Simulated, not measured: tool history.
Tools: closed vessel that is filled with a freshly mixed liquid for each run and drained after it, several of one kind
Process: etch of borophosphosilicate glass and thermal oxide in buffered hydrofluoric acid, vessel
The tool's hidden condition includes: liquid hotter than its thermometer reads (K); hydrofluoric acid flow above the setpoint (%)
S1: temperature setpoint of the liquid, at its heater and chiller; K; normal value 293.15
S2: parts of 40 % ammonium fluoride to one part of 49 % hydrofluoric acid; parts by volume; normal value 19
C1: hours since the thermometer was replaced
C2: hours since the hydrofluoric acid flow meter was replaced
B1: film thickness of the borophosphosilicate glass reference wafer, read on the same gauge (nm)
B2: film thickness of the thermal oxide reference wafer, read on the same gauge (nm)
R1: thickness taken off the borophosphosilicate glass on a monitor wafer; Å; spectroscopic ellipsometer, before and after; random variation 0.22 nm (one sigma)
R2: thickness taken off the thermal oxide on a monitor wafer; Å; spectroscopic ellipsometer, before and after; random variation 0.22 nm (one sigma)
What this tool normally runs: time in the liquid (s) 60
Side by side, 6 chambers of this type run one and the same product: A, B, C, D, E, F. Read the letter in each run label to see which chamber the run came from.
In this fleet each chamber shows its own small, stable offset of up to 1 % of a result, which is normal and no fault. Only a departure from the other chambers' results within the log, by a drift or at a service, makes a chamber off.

Run 1E, hour 13.9: usual settings; C1 2649.2; C2 383.6; B1 129.98; B2 140. Result: R1 466.43 Å, R2 286.59 Å.
At hour 22.3: chamber A: thermometer replaced.
Run 2F, hour 28.3: usual settings; C1 1699.9; C2 1457.8; B1 130.03; B2 140.01. Result: R1 469.7 Å, R2 280.98 Å.
Run 3B, hour 38.1: usual settings; C1 370.7; C2 376.2; B1 129.97; B2 140.01. Result: R1 468.61 Å, R2 290.13 Å.
Run 4D, hour 51.8: usual settings; C1 1440; C2 583.2; B1 130.01; B2 140.01. Result: R1 469.61 Å, R2 288.91 Å.
Run 5C, hour 63.2: usual settings; C1 1679.9; C2 747.4; B1 130.02; B2 139.99. Result: R1 466.66 Å, R2 290.59 Å.
Run 6A, hour 74.5: usual settings; C1 52.2; C2 270.2; B1 130.02; B2 139.99. Result: R1 466.03 Å, R2 287.89 Å.
At hour 83.4: chamber E: thermometer replaced.
Run 7A, hour 85.1: usual settings but S1 291.15 K, time in the liquid (s) 95; C1 62.8; C2 280.8; B1 130.01; B2 140. Result: R1 658.92 Å, R2 405.73 Å.
Run 8B, hour 94.9: usual settings but S1 291.15 K, time in the liquid (s) 95; C1 427.5; C2 433; B1 129.97; B2 140.02. Result: R1 663.83 Å, R2 405.16 Å.
Run 9F, hour 109.6: usual settings but S1 291.15 K, time in the liquid (s) 95; C1 1781.2; C2 1539.1; B1 130.01; B2 139.98. Result: R1 663.95 Å, R2 405.46 Å.
Run 10C, hour 121.4: usual settings but S1 291.15 K, time in the liquid (s) 95; C1 1738.1; C2 805.6; B1 129.98; B2 139.98. Result: R1 658.9 Å, R2 406.17 Å.
Run 11D, hour 133.3: usual settings but S1 291.15 K, time in the liquid (s) 95; C1 1521.5; C2 664.7; B1 129.97; B2 140.02. Result: R1 665.71 Å, R2 403.95 Å.
Run 12E, hour 144.7: usual settings but S1 291.15 K, time in the liquid (s) 95; C1 61.3; C2 514.4; B1 130.04; B2 140.04. Result: R1 662.89 Å, R2 406.39 Å.
Run 13E, hour 159: usual settings; C1 75.6; C2 528.7; B1 130.04; B2 139.99. Result: R1 469.09 Å, R2 287.11 Å.
Run 14C, hour 173.7: usual settings; C1 1790.4; C2 857.9; B1 129.99; B2 139.99. Result: R1 466.93 Å, R2 285.59 Å.
Run 15A, hour 186.3: usual settings; C1 164; C2 382; B1 130.01; B2 140. Result: R1 467.58 Å, R2 285.9 Å.
Run 16B, hour 196.8: usual settings; C1 529.4; C2 534.9; B1 130.03; B2 140.02. Result: R1 470.43 Å, R2 291.05 Å.
Run 17F, hour 210.8: usual settings; C1 1882.4; C2 1640.3; B1 129.99; B2 140. Result: R1 466.61 Å, R2 285.37 Å.
Run 18D, hour 223.2: usual settings; C1 1611.4; C2 754.6; B1 129.98; B2 140. Result: R1 471.01 Å, R2 284.29 Å.
Run 19F, hour 231.8: usual settings; C1 1903.4; C2 1661.3; B1 130.04; B2 140. Result: R1 469.32 Å, R2 287.36 Å.
Run 20B, hour 244.6: usual settings; C1 577.2; C2 582.7; B1 129.99; B2 140.01. Result: R1 466.5 Å, R2 287.35 Å.
Run 21D, hour 254.1: usual settings; C1 1642.3; C2 785.5; B1 130.02; B2 140. Result: R1 465.89 Å, R2 283.83 Å.
Run 22C, hour 265.7: usual settings; C1 1882.4; C2 949.9; B1 129.97; B2 140.01. Result: R1 464.27 Å, R2 284.65 Å.
Run 23A, hour 277.1: usual settings; C1 254.8; C2 472.8; B1 130.05; B2 139.99. Result: R1 469.17 Å, R2 285.85 Å.
Run 24E, hour 285.2: usual settings; C1 201.8; C2 654.9; B1 130.02; B2 139.98. Result: R1 470.74 Å, R2 284.77 Å.
At hour 300.2: chamber A: hydrofluoric acid flow meter replaced.
Run 25E, hour 300.3: usual settings; C1 216.9; C2 670; B1 130.03; B2 140. Result: R1 471.04 Å, R2 288.16 Å.
At hour 306.3: chamber C: hydrofluoric acid flow meter replaced.
Run 26D, hour 308.8: usual settings; C1 1697; C2 840.2; B1 130; B2 140. Result: R1 465.26 Å, R2 288.75 Å.
Run 27F, hour 320.2: usual settings; C1 1991.8; C2 1749.7; B1 130; B2 139.99. Result: R1 470.84 Å, R2 281.84 Å.
Run 28A, hour 328.1: usual settings; C1 305.8; C2 28; B1 130.03; B2 140. Result: R1 466.55 Å, R2 290.94 Å.
Run 29B, hour 341.4: usual settings; C1 674; C2 679.5; B1 130.05; B2 140.03. Result: R1 473.31 Å, R2 288.2 Å.
Run 30C, hour 351.3: usual settings; C1 1968; C2 45.1; B1 130.03; B2 140.01. Result: R1 467.89 Å, R2 285.94 Å.
Run 31F, hour 364.4: usual settings; C1 2036; C2 1793.9; B1 129.99; B2 140. Result: R1 470.46 Å, R2 286.64 Å.
At hour 366: chamber C: thermometer replaced.
Run 32A, hour 379: usual settings; C1 356.7; C2 78.9; B1 130.02; B2 140. Result: R1 469.39 Å, R2 289.24 Å.
Run 33B, hour 391.5: usual settings; C1 724.1; C2 729.6; B1 130; B2 140. Result: R1 471.22 Å, R2 288.2 Å.
Run 34E, hour 402.4: usual settings; C1 319; C2 772.1; B1 129.99; B2 140. Result: R1 468.31 Å, R2 285.86 Å.
Run 35D, hour 411.1: usual settings; C1 1799.3; C2 942.5; B1 130.03; B2 139.98. Result: R1 469.86 Å, R2 286.11 Å.
Run 36C, hour 421.6: usual settings; C1 55.6; C2 115.4; B1 129.99; B2 139.99. Result: R1 462.94 Å, R2 287.09 Å.
Run 37A, hour 436.2: usual settings; C1 413.9; C2 136.1; B1 130.02; B2 140.02. Result: R1 467.16 Å, R2 289.55 Å.

What goes on in this fleet: one chamber off, a drifting gauge, or nothing beyond the chambers' own small offsets? Name the chamber and the cause, if any.

The fleet is healthy, with each chamber sitting at its usual small offset and no drift in the gauge.
